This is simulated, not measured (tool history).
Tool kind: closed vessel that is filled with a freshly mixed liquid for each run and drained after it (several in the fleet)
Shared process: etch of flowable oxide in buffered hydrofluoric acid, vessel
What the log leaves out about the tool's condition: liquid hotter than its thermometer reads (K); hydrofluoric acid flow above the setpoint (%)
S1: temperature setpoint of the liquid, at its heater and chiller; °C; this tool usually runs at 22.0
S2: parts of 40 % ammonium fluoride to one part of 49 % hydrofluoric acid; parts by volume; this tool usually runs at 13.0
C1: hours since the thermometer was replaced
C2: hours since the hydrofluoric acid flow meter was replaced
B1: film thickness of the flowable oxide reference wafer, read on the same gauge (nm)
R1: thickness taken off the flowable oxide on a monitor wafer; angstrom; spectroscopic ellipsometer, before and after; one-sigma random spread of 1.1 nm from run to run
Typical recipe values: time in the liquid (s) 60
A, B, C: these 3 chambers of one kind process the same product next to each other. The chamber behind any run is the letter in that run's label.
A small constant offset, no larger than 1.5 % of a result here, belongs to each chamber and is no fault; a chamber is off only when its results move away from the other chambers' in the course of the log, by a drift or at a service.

run 1A hour=2.3 | S1=22.0 S2=13.0 time_in_the_liquid_(s)=60 | C1=555.5 C2=302.0 | B1=29.985 | R1=1839.5
run 2B hour=4.8 | S1=22.0 S2=13.0 time_in_the_liquid_(s)=60 | C1=151.0 C2=276.1 | B1=29.977 | R1=1817.5
run 3C hour=9.3 | S1=22.0 S2=13.0 time_in_the_liquid_(s)=60 | C1=186.5 C2=581.8 | B1=30.003 | R1=1830.0
run 4A hour=12.6 | S1=22.0 S2=13.0 time_in_the_liquid_(s)=60 | C1=565.8 C2=312.3 | B1=29.989 | R1=1836.2
run 5B hour=16.6 | S1=22.0 S2=13.0 time_in_the_liquid_(s)=60 | C1=162.8 C2=287.9 | B1=29.996 | R1=1825.3
run 6C hour=21.8 | S1=22.0 S2=13.0 time_in_the_liquid_(s)=60 | C1=199.0 C2=594.3 | B1=29.977 | R1=1792.1
run 7A hour=26.9 | S1=22.0 S2=13.0 time_in_the_liquid_(s)=60 | C1=580.1 C2=326.6 | B1=30.028 | R1=1828.1
run 8C hour=29.7 | S1=19.0 S2=13.0 time_in_the_liquid_(s)=60 | C1=206.9 C2=602.2 | B1=30.009 | R1=1555.1
run 9B hour=32.1 | S1=19.0 S2=13.0 time_in_the_liquid_(s)=60 | C1=178.3 C2=303.4 | B1=30.026 | R1=1548.8
run 10B hour=35.4 | S1=19.0 S2=13.0 time_in_the_liquid_(s)=60 | C1=181.6 C2=306.7 | B1=29.991 | R1=1539.7
run 11C hour=40.6 | S1=22.0 S2=13.0 time_in_the_liquid_(s)=60 | C1=217.8 C2=613.1 | B1=30.010 | R1=1805.7
run 12A hour=45.5 | S1=22.0 S2=13.0 time_in_the_liquid_(s)=60 | C1=598.7 C2=345.2 | B1=29.983 | R1=1845.1
run 13A hour=48.6 | S1=22.0 S2=13.0 time_in_the_liquid_(s)=60 | C1=601.8 C2=348.3 | B1=30.019 | R1=1862.7
run 14B hour=50.9 | S1=22.0 S2=13.0 time_in_the_liquid_(s)=60 | C1=197.1 C2=322.2 | B1=29.984 | R1=1857.7
run 15C hour=54.3 | S1=22.0 S2=13.0 time_in_the_liquid_(s)=60 | C1=231.5 C2=626.8 | B1=30.016 | R1=1821.5
run 16C hour=57.5 | S1=22.0 S2=13.0 time_in_the_liquid_(s)=60 | C1=234.7 C2=630.0 | B1=29.992 | R1=1780.4
-- hour=58.3 chamber C: hydrofluoric acid flow meter replaced
run 17B hour=61.0 | S1=22.0 S2=13.0 time_in_the_liquid_(s)=60 | C1=207.2 C2=332.3 | B1=29.991 | R1=1872.8
run 18A hour=63.9 | S1=22.0 S2=8.5 time_in_the_liquid_(s)=30 | C1=617.1 C2=363.6 | B1=29.999 | R1=1337.8
run 19A hour=67.6 | S1=22.0 S2=8.5 time_in_the_liquid_(s)=30 | C1=620.8 C2=367.3 | B1=30.021 | R1=1344.7
run 20C hour=70.2 | S1=22.0 S2=8.5 time_in_the_liquid_(s)=30 | C1=247.4 C2=11.9 | B1=29.999 | R1=1339.7
run 21B hour=73.4 | S1=22.0 S2=13.0 time_in_the_liquid_(s)=60 | C1=219.6 C2=344.7 | B1=30.025 | R1=1909.8
run 22C hour=76.9 | S1=22.0 S2=13.0 time_in_the_liquid_(s)=60 | C1=254.1 C2=18.6 | B1=29.972 | R1=1805.7
run 23B hour=82.0 | S1=22.0 S2=13.0 time_in_the_liquid_(s)=45 | C1=228.2 C2=353.3 | B1=30.011 | R1=1446.7
run 24A hour=85.0 | S1=22.0 S2=13.0 time_in_the_liquid_(s)=45 | C1=638.2 C2=384.7 | B1=30.006 | R1=1362.8
run 25B hour=87.4 | S1=22.0 S2=13.0 time_in_the_liquid_(s)=45 | C1=233.6 C2=358.7 | B1=29.994 | R1=1443.0
run 26A hour=90.5 | S1=22.0 S2=13.0 time_in_the_liquid_(s)=60 | C1=643.7 C2=390.2 | B1=30.019 | R1=1826.3
run 27C hour=95.2 | S1=22.0 S2=13.0 time_in_the_liquid_(s)=60 | C1=272.4 C2=36.9 | B1=30.000 | R1=1809.1
run 28C hour=98.4 | S1=18.5 S2=11.5 time_in_the_liquid_(s)=60 | C1=275.6 C2=40.1 | B1=30.006 | R1=1686.6
run 29B hour=102.0 | S1=18.5 S2=11.5 time_in_the_liquid_(s)=60 | C1=248.2 C2=373.3 | B1=29.983 | R1=1820.4
run 30A hour=107.0 | S1=18.5 S2=11.5 time_in_the_liquid_(s)=60 | C1=660.2 C2=406.7 | B1=29.995 | R1=1679.9
run 31C hour=109.4 | S1=22.0 S2=13.0 time_in_the_liquid_(s)=60 | C1=286.6 C2=51.1 | B1=30.011 | R1=1826.6

Does one chamber stand apart from the rest, does the shared gauge drift, or is all well apart from small per-chamber offsets? Give the chamber and the most likely cause, where there is one.

Little by little, chamber B moves away from the other chambers.
What lies behind it: hydrofluoric acid flow above the setpoint (%) = 9.07.
Not necessarily distinguishable in this log from: liquid hotter than its thermometer reads (K).

Which of the 4 candidates below, each the usual settings with something changed and its results left as question marks, puts chamber B back in line with what the other chambers give on the usual settings?
In-line tolerance around the mean of the other chambers on the usual settings: R1 39.0 angstrom
run 32B-1 hour=113.2 | S1=22.0 S2=13.0 time_in_the_liquid_(s)=55 | R1=?
run 32B-2 hour=113.2 | S1=21.0 S2=13.0 time_in_the_liquid_(s)=60 | R1=?
run 32B-3 hour=113.2 | S1=23.0 S2=13.0 time_in_the_liquid_(s)=60 | R1=?
run 32B-4 hour=113.2 | S1=23.5 S2=13.0 time_in_the_liquid_(s)=60 | R1=?

What the other chambers average on the usual settings: R1 1820.6 angstrom
run=32B-1 R1=1816.8
run=32B-2 R1=1875.0
run=32B-3 R1=2094.2
run=32B-4 R1=2152.4
The answer is 32B-1, which returns the chamber to within the allowed miss of the others.

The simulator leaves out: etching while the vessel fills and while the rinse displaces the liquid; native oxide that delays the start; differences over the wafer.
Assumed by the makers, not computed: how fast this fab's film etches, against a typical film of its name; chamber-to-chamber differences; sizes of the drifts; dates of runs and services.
